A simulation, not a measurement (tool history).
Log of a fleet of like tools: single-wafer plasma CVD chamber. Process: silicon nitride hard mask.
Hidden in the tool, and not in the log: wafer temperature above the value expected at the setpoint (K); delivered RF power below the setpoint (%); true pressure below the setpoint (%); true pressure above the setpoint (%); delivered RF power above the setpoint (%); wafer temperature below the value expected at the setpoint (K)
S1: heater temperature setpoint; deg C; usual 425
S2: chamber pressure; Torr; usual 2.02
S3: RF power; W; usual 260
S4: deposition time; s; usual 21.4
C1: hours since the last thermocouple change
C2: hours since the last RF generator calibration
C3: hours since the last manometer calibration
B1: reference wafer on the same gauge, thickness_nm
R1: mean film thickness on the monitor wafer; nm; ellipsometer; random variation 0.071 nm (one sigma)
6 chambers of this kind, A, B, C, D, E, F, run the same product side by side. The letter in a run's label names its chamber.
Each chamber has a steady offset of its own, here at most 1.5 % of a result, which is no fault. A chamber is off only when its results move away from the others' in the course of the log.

{"run": "1F", "hour": 15.5, "S1": 425, "S2": 2.02, "S3": 260, "S4": 21.4, "C1": 606.1, "C2": 339.3, "C3": 735, "B1": 24.223, "R1": 23.667}
{"run": "2A", "hour": 26.7, "S1": 425, "S2": 2.02, "S3": 260, "S4": 21.4, "C1": 421.1, "C2": 499.9, "C3": 2273, "B1": 24.19, "R1": 23.866}
{"run": "3D", "hour": 38.3, "S1": 425, "S2": 2.02, "S3": 260, "S4": 21.4, "C1": 1078.1, "C2": 1419.1, "C3": 2237.6, "B1": 24.203, "R1": 23.583}
{"run": "4E", "hour": 51.2, "S1": 425, "S2": 2.02, "S3": 260, "S4": 21.4, "C1": 1154.2, "C2": 1032.6, "C3": 199.8, "B1": 24.201, "R1": 23.562}
{"hour": 63.6, "done": "chamber D: capacitance manometer re-zeroed and calibrated"}
{"run": "5B", "hour": 66.8, "S1": 425, "S2": 2.02, "S3": 260, "S4": 21.4, "C1": 695.2, "C2": 703.8, "C3": 277.2, "B1": 24.204, "R1": 23.893}
{"run": "6C", "hour": 79.7, "S1": 425, "S2": 1.59, "S3": 210, "S4": 21.4, "C1": 1814.6, "C2": 499.1, "C3": 2168.4, "B1": 24.204, "R1": 18.93}
{"run": "7C", "hour": 90.2, "S1": 425, "S2": 1.59, "S3": 210, "S4": 21.4, "C1": 1825.1, "C2": 509.6, "C3": 2178.9, "B1": 24.198, "R1": 18.874}
{"run": "8A", "hour": 105.4, "S1": 425, "S2": 1.59, "S3": 210, "S4": 21.4, "C1": 499.8, "C2": 578.6, "C3": 2351.7, "B1": 24.203, "R1": 19.126}
{"run": "9D", "hour": 117.7, "S1": 425, "S2": 1.59, "S3": 210, "S4": 21.4, "C1": 1157.5, "C2": 1498.5, "C3": 54.1, "B1": 24.185, "R1": 19.045}
{"run": "10B", "hour": 131.8, "S1": 425, "S2": 1.59, "S3": 210, "S4": 21.4, "C1": 760.2, "C2": 768.8, "C3": 342.2, "B1": 24.198, "R1": 19.083}
{"run": "11F", "hour": 143.9, "S1": 425, "S2": 1.59, "S3": 210, "S4": 21.4, "C1": 734.5, "C2": 467.7, "C3": 863.4, "B1": 24.198, "R1": 18.792}
{"run": "12E", "hour": 151.5, "S1": 425, "S2": 2.02, "S3": 235, "S4": 21.4, "C1": 1254.5, "C2": 1132.9, "C3": 300.1, "B1": 24.203, "R1": 22.15}
{"run": "13B", "hour": 161.3, "S1": 425, "S2": 2.02, "S3": 235, "S4": 21.4, "C1": 789.7, "C2": 798.3, "C3": 371.7, "B1": 24.198, "R1": 22.013}
{"run": "14C", "hour": 176.8, "S1": 425, "S2": 2.02, "S3": 235, "S4": 21.4, "C1": 1911.7, "C2": 596.2, "C3": 2265.5, "B1": 24.19, "R1": 21.993}
{"hour": 177.3, "done": "chamber A: capacitance manometer re-zeroed and calibrated"}
{"run": "15D", "hour": 189.1, "S1": 425, "S2": 2.02, "S3": 235, "S4": 21.4, "C1": 1228.9, "C2": 1569.9, "C3": 125.5, "B1": 24.206, "R1": 22.049}
{"run": "16F", "hour": 200.7, "S1": 425, "S2": 2.02, "S3": 235, "S4": 21.4, "C1": 791.3, "C2": 524.5, "C3": 920.2, "B1": 24.2, "R1": 21.769}
{"run": "17E", "hour": 211.7, "S1": 425, "S2": 2.02, "S3": 235, "S4": 21.4, "C1": 1314.7, "C2": 1193.1, "C3": 360.3, "B1": 24.199, "R1": 22.042}
{"run": "18A", "hour": 219.6, "S1": 425, "S2": 2.02, "S3": 260, "S4": 21.4, "C1": 614, "C2": 692.8, "C3": 42.3, "B1": 24.192, "R1": 23.725}
{"run": "19B", "hour": 235.5, "S1": 425, "S2": 2.02, "S3": 260, "S4": 21.4, "C1": 863.9, "C2": 872.5, "C3": 445.9, "B1": 24.21, "R1": 23.893}
{"run": "20C", "hour": 251.0, "S1": 425, "S2": 2.33, "S3": 280, "S4": 21.4, "C1": 1985.9, "C2": 670.4, "C3": 2339.7, "B1": 24.201, "R1": 25.837}
{"run": "21E", "hour": 263.9, "S1": 425, "S2": 2.33, "S3": 280, "S4": 21.4, "C1": 1366.9, "C2": 1245.3, "C3": 412.5, "B1": 24.191, "R1": 25.809}
{"run": "22A", "hour": 274.1, "S1": 425, "S2": 2.33, "S3": 280, "S4": 21.4, "C1": 668.5, "C2": 747.3, "C3": 96.8, "B1": 24.212, "R1": 25.841}
{"run": "23D", "hour": 282.9, "S1": 425, "S2": 2.33, "S3": 280, "S4": 21.4, "C1": 1322.7, "C2": 1663.7, "C3": 219.3, "B1": 24.208, "R1": 25.684}
{"run": "24F", "hour": 297.8, "S1": 425, "S2": 2.33, "S3": 280, "S4": 21.4, "C1": 888.4, "C2": 621.6, "C3": 1017.3, "B1": 24.199, "R1": 25.685}
{"hour": 300.2, "done": "chamber D: RF generator calibrated"}
{"run": "25A", "hour": 307.5, "S1": 425, "S2": 2.33, "S3": 280, "S4": 21.4, "C1": 701.9, "C2": 780.7, "C3": 130.2, "B1": 24.204, "R1": 25.686}
{"run": "26F", "hour": 317.5, "S1": 425, "S2": 2.02, "S3": 260, "S4": 21.4, "C1": 908.1, "C2": 641.3, "C3": 1037, "B1": 24.189, "R1": 23.525}
{"run": "27E", "hour": 327.2, "S1": 425, "S2": 2.02, "S3": 260, "S4": 21.4, "C1": 1430.2, "C2": 1308.6, "C3": 475.8, "B1": 24.206, "R1": 23.708}
{"run": "28D", "hour": 342.8, "S1": 425, "S2": 2.02, "S3": 260, "S4": 21.4, "C1": 1382.6, "C2": 42.6, "C3": 279.2, "B1": 24.194, "R1": 23.722}
{"run": "29B", "hour": 354.6, "S1": 425, "S2": 2.02, "S3": 260, "S4": 21.4, "C1": 983, "C2": 991.6, "C3": 565, "B1": 24.22, "R1": 23.72}
{"hour": 367.6, "done": "chamber C: thermocouple changed; heater temperature recalibrated"}
{"hour": 368.7, "done": "chamber B: RF generator calibrated"}
{"run": "30C", "hour": 369.6, "S1": 425, "S2": 2.02, "S3": 260, "S4": 21.4, "C1": 2.1, "C2": 789, "C3": 2458.3, "B1": 24.218, "R1": 23.694}
{"run": "31B", "hour": 382.1, "S1": 425, "S2": 2.02, "S3": 260, "S4": 21.4, "C1": 1010.5, "C2": 13.4, "C3": 592.5, "B1": 24.22, "R1": 23.821}
{"hour": 393.0, "done": "chamber D: thermocouple changed; heater temperature recalibrated"}
{"run": "32D", "hour": 394.6, "S1": 425, "S2": 2.02, "S3": 260, "S4": 21.4, "C1": 1.6, "C2": 94.4, "C3": 331, "B1": 24.196, "R1": 23.583}
{"hour": 402.7, "done": "chamber B: thermocouple changed; heater temperature recalibrated"}
{"run": "33A", "hour": 403.9, "S1": 425, "S2": 2.02, "S3": 260, "S4": 21.4, "C1": 798.3, "C2": 877.1, "C3": 226.6, "B1": 24.21, "R1": 23.227}
{"run": "34E", "hour": 416.3, "S1": 425, "S2": 2.02, "S3": 260, "S4": 21.4, "C1": 1519.3, "C2": 1397.7, "C3": 564.9, "B1": 24.19, "R1": 23.677}
{"run": "35F", "hour": 428.1, "S1": 425, "S2": 2.02, "S3": 260, "S4": 21.4, "C1": 1018.7, "C2": 751.9, "C3": 1147.6, "B1": 24.198, "R1": 23.53}
{"hour": 433.9, "done": "chamber C: capacitance manometer re-zeroed and calibrated"}
{"run": "36C", "hour": 436.2, "S1": 425, "S2": 2.02, "S3": 260, "S4": 21.4, "C1": 68.7, "C2": 855.6, "C3": 2.3, "B1": 24.194, "R1": 23.712}
{"run": "37D", "hour": 446.2, "S1": 425, "S2": 2.02, "S3": 260, "S4": 21.4, "C1": 53.2, "C2": 146, "C3": 382.6, "B1": 24.195, "R1": 23.664}
{"run": "38B", "hour": 457.4, "S1": 425, "S2": 2.26, "S3": 260, "S4": 21.4, "C1": 54.7, "C2": 88.7, "C3": 667.8, "B1": 24.188, "R1": 24.603}
{"run": "39E", "hour": 473.4, "S1": 425, "S2": 2.26, "S3": 260, "S4": 21.4, "C1": 1576.4, "C2": 1454.8, "C3": 622, "B1": 24.185, "R1": 24.511}
{"run": "40C", "hour": 488.6, "S1": 425, "S2": 2.26, "S3": 260, "S4": 21.4, "C1": 121.1, "C2": 908, "C3": 54.7, "B1": 24.192, "R1": 24.372}
{"run": "41A", "hour": 504.8, "S1": 425, "S2": 2.26, "S3": 260, "S4": 21.4, "C1": 899.2, "C2": 978, "C3": 327.5, "B1": 24.2, "R1": 23.462}

Next, every chamber runs the same settings. What will each give?
{"run": "42A", "hour": 516.5, "S1": 436, "S2": 2.02, "S3": 260, "S4": 21.4, "R1": "?"}
{"run": "42B", "hour": 516.5, "S1": 436, "S2": 2.02, "S3": 260, "S4": 21.4, "R1": "?"}
{"run": "42C", "hour": 516.5, "S1": 436, "S2": 2.02, "S3": 260, "S4": 21.4, "R1": "?"}
{"run": "42D", "hour": 516.5, "S1": 436, "S2": 2.02, "S3": 260, "S4": 21.4, "R1": "?"}
{"run": "42E", "hour": 516.5, "S1": 436, "S2": 2.02, "S3": 260, "S4": 21.4, "R1": "?"}
{"run": "42F", "hour": 516.5, "S1": 436, "S2": 2.02, "S3": 260, "S4": 21.4, "R1": "?"}

run=42A R1=22.796
run=42B R1=23.786
run=42C R1=23.49
run=42D R1=23.592
run=42E R1=23.509
run=42F R1=23.413
